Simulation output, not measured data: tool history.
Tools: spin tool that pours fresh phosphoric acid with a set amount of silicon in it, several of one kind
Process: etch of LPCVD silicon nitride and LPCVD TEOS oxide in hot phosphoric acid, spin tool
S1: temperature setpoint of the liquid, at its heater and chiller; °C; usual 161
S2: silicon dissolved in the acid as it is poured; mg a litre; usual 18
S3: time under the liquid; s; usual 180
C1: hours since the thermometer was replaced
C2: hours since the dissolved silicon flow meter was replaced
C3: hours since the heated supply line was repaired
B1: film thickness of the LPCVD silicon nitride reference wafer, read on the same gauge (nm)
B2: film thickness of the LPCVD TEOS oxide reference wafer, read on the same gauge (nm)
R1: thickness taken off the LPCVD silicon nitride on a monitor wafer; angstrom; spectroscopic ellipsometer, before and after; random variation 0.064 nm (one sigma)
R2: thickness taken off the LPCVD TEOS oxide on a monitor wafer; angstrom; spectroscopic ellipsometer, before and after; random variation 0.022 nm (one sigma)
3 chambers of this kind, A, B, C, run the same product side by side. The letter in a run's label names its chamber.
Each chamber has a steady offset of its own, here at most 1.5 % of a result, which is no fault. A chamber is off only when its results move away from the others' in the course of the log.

run,hour,S1,S2,S3,C1,C2,C3,B1,B2,R1,R2
1C,10.9,161,18,180,640.4,218.3,154.8,79.999,59.99,196.43,8.2662
2B,23,161,18,180,377.8,31.4,1397.3,80.018,60.013,195.26,8.3938
# hour 32: chamber A: thermometer replaced
3A,34.3,161,18,180,2.3,1443.3,2389.6,80.006,59.946,197.73,8.6938
4B,42.1,161,18,180,396.9,50.5,1416.4,79.988,60.032,193.76,8.1455
5A,53.6,161,24,180,21.6,1462.6,2408.9,80.01,59.986,197.47,6.8866
6C,61.9,161,24,180,691.4,269.3,205.8,80.014,60.03,196.29,6.9689
7B,71.3,161,24,180,426.1,79.7,1445.6,79.962,59.993,194.02,6.3805
8C,78.8,164,18,180,708.3,286.2,222.7,79.985,59.989,216.1,10.306
9A,85.3,164,18,180,53.3,1494.3,2440.6,80.014,60.049,217.82,10.186
10C,97.2,164,18,180,726.7,304.6,241.1,80.01,60.005,215.45,10.258
11A,111.6,161,18,180,79.6,1520.6,2466.9,80.002,60.001,196.62,8.0755
12B,120.7,161,18,180,475.5,129.1,1495,80.001,60.011,194.41,8.3511
13C,132.6,161,18,180,762.1,340,276.5,79.98,59.995,196.55,8.3767
14A,146.3,161,18,180,114.3,1555.3,2501.6,79.989,60.032,197.88,8.5114
15B,156.2,161,31.5,140,511,164.6,1530.5,79.988,60.003,150.63,3.9668
16A,164.8,161,31.5,140,132.8,1573.8,2520.1,80.035,59.965,153.88,3.9774
17B,173.9,161,31.5,140,528.7,182.3,1548.2,79.961,60.013,150.95,3.877
18C,184.9,161,18,180,814.4,392.3,328.8,80.006,60.01,195.93,8.002
19A,191.8,161,18,180,159.8,1600.8,2547.1,80.011,59.987,198.02,8.3539
20B,205.9,161,18,180,560.7,214.3,1580.2,80.02,59.972,194.18,8.2924
21C,220.8,161,18,180,850.3,428.2,364.7,79.984,59.972,196.42,8.2829
# hour 221.6: chamber B: thermometer replaced
22A,232.8,161,18,180,200.8,1641.8,2588.1,80,60.036,198.19,8.0128
23C,239.9,161,18,180,869.4,447.3,383.8,79.986,60.043,197.16,8.3496
24B,248.1,161,18,180,26.5,256.5,1622.4,79.999,60.055,194.42,8.3079
# hour 252.4: chamber B: heated supply line repaired
25C,263,161,18,180,892.5,470.4,406.9,80.038,59.992,196.37,8.5882
26A,273.5,161,18,180,241.5,1682.5,2628.8,79.987,59.969,197.34,8.2011
27B,285.7,161,18,180,64.1,294.1,33.4,80.002,60.019,195.12,8.373
28A,300.2,161,18,180,268.2,1709.2,2655.5,80,60.029,198.12,8.318
29C,313.1,161,18,180,942.6,520.5,457,80.009,60.019,195.75,8.3657
30B,327.7,161,18,180,106.1,336.1,75.4,80.025,60.035,193.04,8.3263
31B,334.3,161,18,180,112.7,342.7,82,80.019,60.042,193.13,7.9821
32C,342.8,161,18,180,972.3,550.2,486.7,79.986,60.013,196.49,8.4383
33A,352.4,161,18,180,320.4,1761.4,2707.7,80.014,59.947,197.42,8.2127
34B,365.6,161,31,265,144,374,113.3,80.001,60.004,285.66,7.5507
35C,377.6,161,31,265,1007.1,585,521.5,79.995,60.02,290.28,8.1463
36A,391,161,31,265,359,1800,2746.3,80.021,59.998,289.89,7.7416
37C,403.3,161,18,180,1032.8,610.7,547.2,79.993,60.012,196.71,8.4279
38B,417.9,161,18,180,196.3,426.3,165.6,79.999,60.001,194.56,8.0428

What goes on in this fleet: one chamber off, a drifting gauge, or nothing beyond the chambers' own small offsets? Name the chamber and the cause, if any.

No chamber stands off beyond its own small offset, and the gauge holds steady.
